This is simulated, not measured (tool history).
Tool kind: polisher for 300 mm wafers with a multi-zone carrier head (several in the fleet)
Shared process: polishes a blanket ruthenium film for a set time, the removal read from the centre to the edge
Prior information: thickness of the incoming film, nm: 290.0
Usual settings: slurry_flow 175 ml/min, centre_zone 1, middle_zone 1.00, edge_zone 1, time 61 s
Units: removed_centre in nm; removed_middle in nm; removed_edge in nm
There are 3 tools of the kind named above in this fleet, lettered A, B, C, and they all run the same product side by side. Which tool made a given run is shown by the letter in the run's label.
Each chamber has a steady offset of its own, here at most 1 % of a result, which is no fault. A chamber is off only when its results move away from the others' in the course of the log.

{"run": "1B", "hour": 4.3, "slurry_flow": 175, "centre_zone": 1, "middle_zone": 1.0, "edge_zone": 1, "time": 61, "removed_centre": 36.827, "removed_middle": 36.546, "removed_edge": 36.444}
{"hour": 6.6, "done": "chamber B: worn pad replaced by a new one"}
{"run": "2C", "hour": 7.5, "slurry_flow": 175, "centre_zone": 1, "middle_zone": 1.0, "edge_zone": 1, "time": 61, "removed_centre": 35.538, "removed_middle": 36.202, "removed_edge": 36.404}
{"hour": 8.1, "done": "chamber B: slurry nozzle cleaned"}
{"run": "3A", "hour": 11.8, "slurry_flow": 175, "centre_zone": 1, "middle_zone": 1.0, "edge_zone": 1, "time": 61, "removed_centre": 36.747, "removed_middle": 36.22, "removed_edge": 35.805}
{"run": "4B", "hour": 16.7, "slurry_flow": 175, "centre_zone": 1, "middle_zone": 1.0, "edge_zone": 1, "time": 61, "removed_centre": 36.251, "removed_middle": 36.294, "removed_edge": 36.007}
{"run": "5C", "hour": 20.7, "slurry_flow": 175, "centre_zone": 1, "middle_zone": 1.0, "edge_zone": 1, "time": 61, "removed_centre": 36.766, "removed_middle": 36.201, "removed_edge": 36.443}
{"run": "6A", "hour": 25.5, "slurry_flow": 175, "centre_zone": 1, "middle_zone": 1.0, "edge_zone": 1, "time": 61, "removed_centre": 36.433, "removed_middle": 36.201, "removed_edge": 35.734}
{"run": "7B", "hour": 29.7, "slurry_flow": 175, "centre_zone": 1, "middle_zone": 1.0, "edge_zone": 1, "time": 61, "removed_centre": 36.462, "removed_middle": 36.418, "removed_edge": 35.942}
{"run": "8C", "hour": 34.8, "slurry_flow": 175, "centre_zone": 1, "middle_zone": 1.0, "edge_zone": 1, "time": 61, "removed_centre": 35.999, "removed_middle": 36.253, "removed_edge": 34.98}
{"run": "9A", "hour": 39.9, "slurry_flow": 175, "centre_zone": 1, "middle_zone": 1.0, "edge_zone": 1, "time": 61, "removed_centre": 36.178, "removed_middle": 36.499, "removed_edge": 36.025}
{"run": "10C", "hour": 43.7, "slurry_flow": 175, "centre_zone": 1, "middle_zone": 1.0, "edge_zone": 1, "time": 61, "removed_centre": 35.481, "removed_middle": 35.373, "removed_edge": 34.687}
{"run": "11A", "hour": 47.9, "slurry_flow": 175, "centre_zone": 1, "middle_zone": 1.0, "edge_zone": 1, "time": 61, "removed_centre": 35.561, "removed_middle": 36.176, "removed_edge": 35.982}
{"run": "12B", "hour": 50.4, "slurry_flow": 175, "centre_zone": 1, "middle_zone": 1.0, "edge_zone": 1, "time": 61, "removed_centre": 37.173, "removed_middle": 36.334, "removed_edge": 36.755}
{"run": "13A", "hour": 53.7, "slurry_flow": 175, "centre_zone": 1, "middle_zone": 1.0, "edge_zone": 1, "time": 61, "removed_centre": 36.929, "removed_middle": 36.354, "removed_edge": 34.687}
{"run": "14B", "hour": 58.0, "slurry_flow": 175, "centre_zone": 1, "middle_zone": 1.0, "edge_zone": 1, "time": 61, "removed_centre": 36.29, "removed_middle": 35.561, "removed_edge": 36.829}
{"run": "15C", "hour": 63.0, "slurry_flow": 175, "centre_zone": 1, "middle_zone": 1.0, "edge_zone": 1, "time": 61, "removed_centre": 34.795, "removed_middle": 33.888, "removed_edge": 34.066}
{"run": "16B", "hour": 66.8, "slurry_flow": 175, "centre_zone": 1, "middle_zone": 1.0, "edge_zone": 1, "time": 61, "removed_centre": 36.037, "removed_middle": 36.375, "removed_edge": 36.616}
{"run": "17A", "hour": 69.9, "slurry_flow": 175, "centre_zone": 1, "middle_zone": 0.92, "edge_zone": 1, "time": 61, "removed_centre": 36.545, "removed_middle": 33.591, "removed_edge": 35.387}
{"run": "18C", "hour": 73.8, "slurry_flow": 175, "centre_zone": 1, "middle_zone": 0.92, "edge_zone": 1, "time": 61, "removed_centre": 32.767, "removed_middle": 31.725, "removed_edge": 34.271}
{"run": "19C", "hour": 78.7, "slurry_flow": 175, "centre_zone": 1, "middle_zone": 0.92, "edge_zone": 1, "time": 61, "removed_centre": 34.228, "removed_middle": 30.962, "removed_edge": 32.829}
{"run": "20A", "hour": 81.0, "slurry_flow": 175, "centre_zone": 1, "middle_zone": 1.0, "edge_zone": 1, "time": 61, "removed_centre": 36.535, "removed_middle": 36.269, "removed_edge": 35.66}
{"run": "21B", "hour": 85.4, "slurry_flow": 175, "centre_zone": 1, "middle_zone": 1.0, "edge_zone": 1, "time": 61, "removed_centre": 37.571, "removed_middle": 36.469, "removed_edge": 35.861}
{"run": "22C", "hour": 90.6, "slurry_flow": 175, "centre_zone": 1, "middle_zone": 1.0, "edge_zone": 1, "time": 61, "removed_centre": 32.615, "removed_middle": 32.421, "removed_edge": 32.502}
{"hour": 93.3, "done": "chamber B: worn pad replaced by a new one"}
{"run": "23B", "hour": 95.9, "slurry_flow": 175, "centre_zone": 1, "middle_zone": 1.0, "edge_zone": 1, "time": 61, "removed_centre": 36.499, "removed_middle": 36.322, "removed_edge": 35.75}
{"run": "24A", "hour": 101.2, "slurry_flow": 175, "centre_zone": 1, "middle_zone": 1.0, "edge_zone": 1, "time": 61, "removed_centre": 36.444, "removed_middle": 36.527, "removed_edge": 36.049}

Which is it: a chamber that has drifted or been left off by a service, a gauge drift common to all chambers, or only each chamber's usual small offset? If a chamber is off, name it and its likeliest cause.

Chamber C drifts away from the others.
Most likely cause: removal rate lost through wear of the pad, % = 12.1.

Here are 4 candidates for chamber C's next run, each the usual settings with a change, their results left as question marks. Which one brings its results back in line with what the others give on the usual settings?
In line means no further than this from the other chambers' mean on the usual settings: removed_centre 1.600 nm; removed_middle 1.100 nm; removed_edge 1.500 nm
{"run": "25C-1", "hour": 105.0, "slurry_flow": 170, "centre_zone": 1.0, "middle_zone": 1.0, "edge_zone": 1, "time": 54, "removed_centre": "?", "removed_middle": "?", "removed_edge": "?"}
{"run": "25C-2", "hour": 105.0, "slurry_flow": 180, "centre_zone": 1.01, "middle_zone": 1.01, "edge_zone": 1, "time": 69, "removed_centre": "?", "removed_middle": "?", "removed_edge": "?"}
{"run": "25C-3", "hour": 105.0, "slurry_flow": 170, "centre_zone": 0.98, "middle_zone": 0.99, "edge_zone": 1, "time": 47, "removed_centre": "?", "removed_middle": "?", "removed_edge": "?"}
{"run": "25C-4", "hour": 105.0, "slurry_flow": 185, "centre_zone": 1.02, "middle_zone": 1.02, "edge_zone": 1, "time": 79, "removed_centre": "?", "removed_middle": "?", "removed_edge": "?"}

Other chambers, usual settings, mean: removed_centre 36.377 nm; removed_middle 36.302 nm; removed_edge 36.048 nm
run=25C-1 removed_centre=27.776 removed_middle=27.891 removed_edge=27.937
run=25C-2 removed_centre=36.250 removed_middle=36.290 removed_edge=35.932
run=25C-3 removed_centre=23.652 removed_middle=24.059 removed_edge=24.319
run=25C-4 removed_centre=42.150 removed_middle=42.096 removed_edge=41.261
Change 25C-2 lands the chamber within the allowed miss of the other chambers.
